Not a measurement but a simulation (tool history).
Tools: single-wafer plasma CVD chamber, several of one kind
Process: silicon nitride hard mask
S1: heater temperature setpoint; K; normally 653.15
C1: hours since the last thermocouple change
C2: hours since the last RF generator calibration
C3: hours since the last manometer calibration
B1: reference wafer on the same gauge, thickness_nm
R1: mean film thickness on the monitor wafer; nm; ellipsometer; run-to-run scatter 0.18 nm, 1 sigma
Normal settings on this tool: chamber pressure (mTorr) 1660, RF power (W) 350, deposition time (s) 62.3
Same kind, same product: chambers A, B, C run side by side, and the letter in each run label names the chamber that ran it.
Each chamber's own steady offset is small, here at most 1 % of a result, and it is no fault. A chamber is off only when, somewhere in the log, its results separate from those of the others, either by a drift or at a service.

run 1A hour=4.0 | S1=653.15 chamber_pressure_(mTorr)=1660 RF_power_(W)=350 deposition_time_(s)=62.3 | C1=123.3 C2=628.6 C3=224.3 | B1=82.382 | R1=80.787
run 2C hour=6.2 | S1=653.15 chamber_pressure_(mTorr)=1660 RF_power_(W)=350 deposition_time_(s)=62.3 | C1=1619.9 C2=626.2 C3=2179.6 | B1=82.450 | R1=80.600
run 3B hour=8.9 | S1=653.15 chamber_pressure_(mTorr)=1660 RF_power_(W)=350 deposition_time_(s)=62.3 | C1=162.8 C2=1026.7 C3=550.9 | B1=82.391 | R1=80.612
run 4A hour=12.5 | S1=653.15 chamber_pressure_(mTorr)=1660 RF_power_(W)=350 deposition_time_(s)=62.3 | C1=131.8 C2=637.1 C3=232.8 | B1=82.445 | R1=80.585
run 5B hour=16.4 | S1=653.15 chamber_pressure_(mTorr)=1660 RF_power_(W)=350 deposition_time_(s)=62.3 | C1=170.3 C2=1034.2 C3=558.4 | B1=82.389 | R1=80.548
run 6C hour=19.1 | S1=653.15 chamber_pressure_(mTorr)=1660 RF_power_(W)=350 deposition_time_(s)=62.3 | C1=1632.8 C2=639.1 C3=2192.5 | B1=82.354 | R1=80.841
run 7B hour=23.5 | S1=653.15 chamber_pressure_(mTorr)=1660 RF_power_(W)=350 deposition_time_(s)=62.3 | C1=177.4 C2=1041.3 C3=565.5 | B1=82.416 | R1=80.529
run 8C hour=25.6 | S1=653.15 chamber_pressure_(mTorr)=1660 RF_power_(W)=350 deposition_time_(s)=62.3 | C1=1639.3 C2=645.6 C3=2199.0 | B1=82.405 | R1=80.477
run 9A hour=30.1 | S1=653.15 chamber_pressure_(mTorr)=1660 RF_power_(W)=350 deposition_time_(s)=62.3 | C1=149.4 C2=654.7 C3=250.4 | B1=82.393 | R1=80.742
run 10B hour=32.3 | S1=653.15 chamber_pressure_(mTorr)=1660 RF_power_(W)=350 deposition_time_(s)=62.3 | C1=186.2 C2=1050.1 C3=574.3 | B1=82.398 | R1=80.012
run 11A hour=36.1 | S1=653.15 chamber_pressure_(mTorr)=1660 RF_power_(W)=350 deposition_time_(s)=62.3 | C1=155.4 C2=660.7 C3=256.4 | B1=82.411 | R1=80.879
run 12C hour=39.6 | S1=653.15 chamber_pressure_(mTorr)=1660 RF_power_(W)=350 deposition_time_(s)=62.3 | C1=1653.3 C2=659.6 C3=2213.0 | B1=82.377 | R1=80.512
run 13A hour=42.9 | S1=653.15 chamber_pressure_(mTorr)=1660 RF_power_(W)=350 deposition_time_(s)=62.3 | C1=162.2 C2=667.5 C3=263.2 | B1=82.387 | R1=80.568
run 14B hour=45.2 | S1=653.15 chamber_pressure_(mTorr)=1660 RF_power_(W)=330 deposition_time_(s)=70.7 | C1=199.1 C2=1063.0 C3=587.2 | B1=82.423 | R1=87.092
run 15C hour=49.3 | S1=653.15 chamber_pressure_(mTorr)=1660 RF_power_(W)=330 deposition_time_(s)=70.7 | C1=1663.0 C2=669.3 C3=2222.7 | B1=82.395 | R1=88.236
run 16C hour=51.6 | S1=653.15 chamber_pressure_(mTorr)=1660 RF_power_(W)=330 deposition_time_(s)=70.7 | C1=1665.3 C2=671.6 C3=2225.0 | B1=82.443 | R1=88.041
run 17A hour=53.7 | S1=653.15 chamber_pressure_(mTorr)=1660 RF_power_(W)=350 deposition_time_(s)=62.3 | C1=173.0 C2=678.3 C3=274.0 | B1=82.416 | R1=80.497
run 18B hour=58.2 | S1=653.15 chamber_pressure_(mTorr)=1660 RF_power_(W)=350 deposition_time_(s)=62.3 | C1=212.1 C2=1076.0 C3=600.2 | B1=82.422 | R1=79.608
run 19B hour=61.2 | S1=653.15 chamber_pressure_(mTorr)=1660 RF_power_(W)=350 deposition_time_(s)=62.3 | C1=215.1 C2=1079.0 C3=603.2 | B1=82.398 | R1=79.689
run 20C hour=65.0 | S1=653.15 chamber_pressure_(mTorr)=1660 RF_power_(W)=350 deposition_time_(s)=62.3 | C1=1678.7 C2=685.0 C3=2238.4 | B1=82.366 | R1=80.375
run 21A hour=69.4 | S1=653.15 chamber_pressure_(mTorr)=1660 RF_power_(W)=350 deposition_time_(s)=62.3 | C1=188.7 C2=694.0 C3=289.7 | B1=82.441 | R1=80.835
run 22A hour=72.6 | S1=653.15 chamber_pressure_(mTorr)=1660 RF_power_(W)=350 deposition_time_(s)=62.3 | C1=191.9 C2=697.2 C3=292.9 | B1=82.390 | R1=80.615
run 23C hour=76.9 | S1=653.15 chamber_pressure_(mTorr)=1660 RF_power_(W)=350 deposition_time_(s)=62.3 | C1=1690.6 C2=696.9 C3=2250.3 | B1=82.401 | R1=80.503
run 24B hour=80.0 | S1=653.15 chamber_pressure_(mTorr)=1660 RF_power_(W)=350 deposition_time_(s)=62.3 | C1=233.9 C2=1097.8 C3=622.0 | B1=82.400 | R1=79.128
run 25C hour=82.1 | S1=653.15 chamber_pressure_(mTorr)=1660 RF_power_(W)=350 deposition_time_(s)=62.3 | C1=1695.8 C2=702.1 C3=2255.5 | B1=82.383 | R1=80.346
run 26A hour=85.5 | S1=653.15 chamber_pressure_(mTorr)=1660 RF_power_(W)=350 deposition_time_(s)=62.3 | C1=204.8 C2=710.1 C3=305.8 | B1=82.411 | R1=80.630
run 27B hour=87.7 | S1=653.15 chamber_pressure_(mTorr)=1660 RF_power_(W)=350 deposition_time_(s)=62.3 | C1=241.6 C2=1105.5 C3=629.7 | B1=82.389 | R1=78.941
run 28B hour=91.0 | S1=653.15 chamber_pressure_(mTorr)=1660 RF_power_(W)=350 deposition_time_(s)=62.3 | C1=244.9 C2=1108.8 C3=633.0 | B1=82.372 | R1=79.073
run 29C hour=94.2 | S1=653.15 chamber_pressure_(mTorr)=1660 RF_power_(W)=350 deposition_time_(s)=62.3 | C1=1707.9 C2=714.2 C3=2267.6 | B1=82.435 | R1=80.365
run 30A hour=97.1 | S1=653.15 chamber_pressure_(mTorr)=1660 RF_power_(W)=350 deposition_time_(s)=62.3 | C1=216.4 C2=721.7 C3=317.4 | B1=82.382 | R1=80.852
run 31B hour=101.4 | S1=653.15 chamber_pressure_(mTorr)=1660 RF_power_(W)=350 deposition_time_(s)=62.3 | C1=255.3 C2=1119.2 C3=643.4 | B1=82.408 | R1=78.565
run 32A hour=105.1 | S1=653.15 chamber_pressure_(mTorr)=1660 RF_power_(W)=350 deposition_time_(s)=62.3 | C1=224.4 C2=729.7 C3=325.4 | B1=82.400 | R1=80.660
run 33C hour=109.6 | S1=653.15 chamber_pressure_(mTorr)=1660 RF_power_(W)=350 deposition_time_(s)=62.3 | C1=1723.3 C2=729.6 C3=2283.0 | B1=82.390 | R1=80.308
run 34A hour=112.2 | S1=653.15 chamber_pressure_(mTorr)=1660 RF_power_(W)=350 deposition_time_(s)=62.3 | C1=231.5 C2=736.8 C3=332.5 | B1=82.394 | R1=80.598
run 35C hour=115.2 | S1=653.15 chamber_pressure_(mTorr)=1660 RF_power_(W)=350 deposition_time_(s)=62.3 | C1=1728.9 C2=735.2 C3=2288.6 | B1=82.377 | R1=80.477
run 36B hour=118.3 | S1=653.15 chamber_pressure_(mTorr)=1660 RF_power_(W)=350 deposition_time_(s)=62.3 | C1=272.2 C2=1136.1 C3=660.3 | B1=82.371 | R1=78.503
run 37C hour=122.9 | S1=653.15 chamber_pressure_(mTorr)=1660 RF_power_(W)=350 deposition_time_(s)=62.3 | C1=1736.6 C2=742.9 C3=2296.3 | B1=82.435 | R1=80.521
run 38B hour=126.3 | S1=653.15 chamber_pressure_(mTorr)=1660 RF_power_(W)=350 deposition_time_(s)=62.3 | C1=280.2 C2=1144.1 C3=668.3 | B1=82.418 | R1=77.927
run 39A hour=128.5 | S1=653.15 chamber_pressure_(mTorr)=1660 RF_power_(W)=350 deposition_time_(s)=62.3 | C1=247.8 C2=753.1 C3=348.8 | B1=82.366 | R1=80.622
run 40A hour=131.7 | S1=653.15 chamber_pressure_(mTorr)=1660 RF_power_(W)=350 deposition_time_(s)=62.3 | C1=251.0 C2=756.3 C3=352.0 | B1=82.367 | R1=80.591

For the next run the whole fleet of 3 chambers uses the same settings. Give each chamber's results:
run 41A hour=135.0 | S1=653.15 chamber_pressure_(mTorr)=1660 RF_power_(W)=310 deposition_time_(s)=62.3 | R1=?
run 41B hour=135.0 | S1=653.15 chamber_pressure_(mTorr)=1660 RF_power_(W)=310 deposition_time_(s)=62.3 | R1=?
run 41C hour=135.0 | S1=653.15 chamber_pressure_(mTorr)=1660 RF_power_(W)=310 deposition_time_(s)=62.3 | R1=?

run=41A R1=74.910
run=41B R1=71.516
run=41C R1=74.568

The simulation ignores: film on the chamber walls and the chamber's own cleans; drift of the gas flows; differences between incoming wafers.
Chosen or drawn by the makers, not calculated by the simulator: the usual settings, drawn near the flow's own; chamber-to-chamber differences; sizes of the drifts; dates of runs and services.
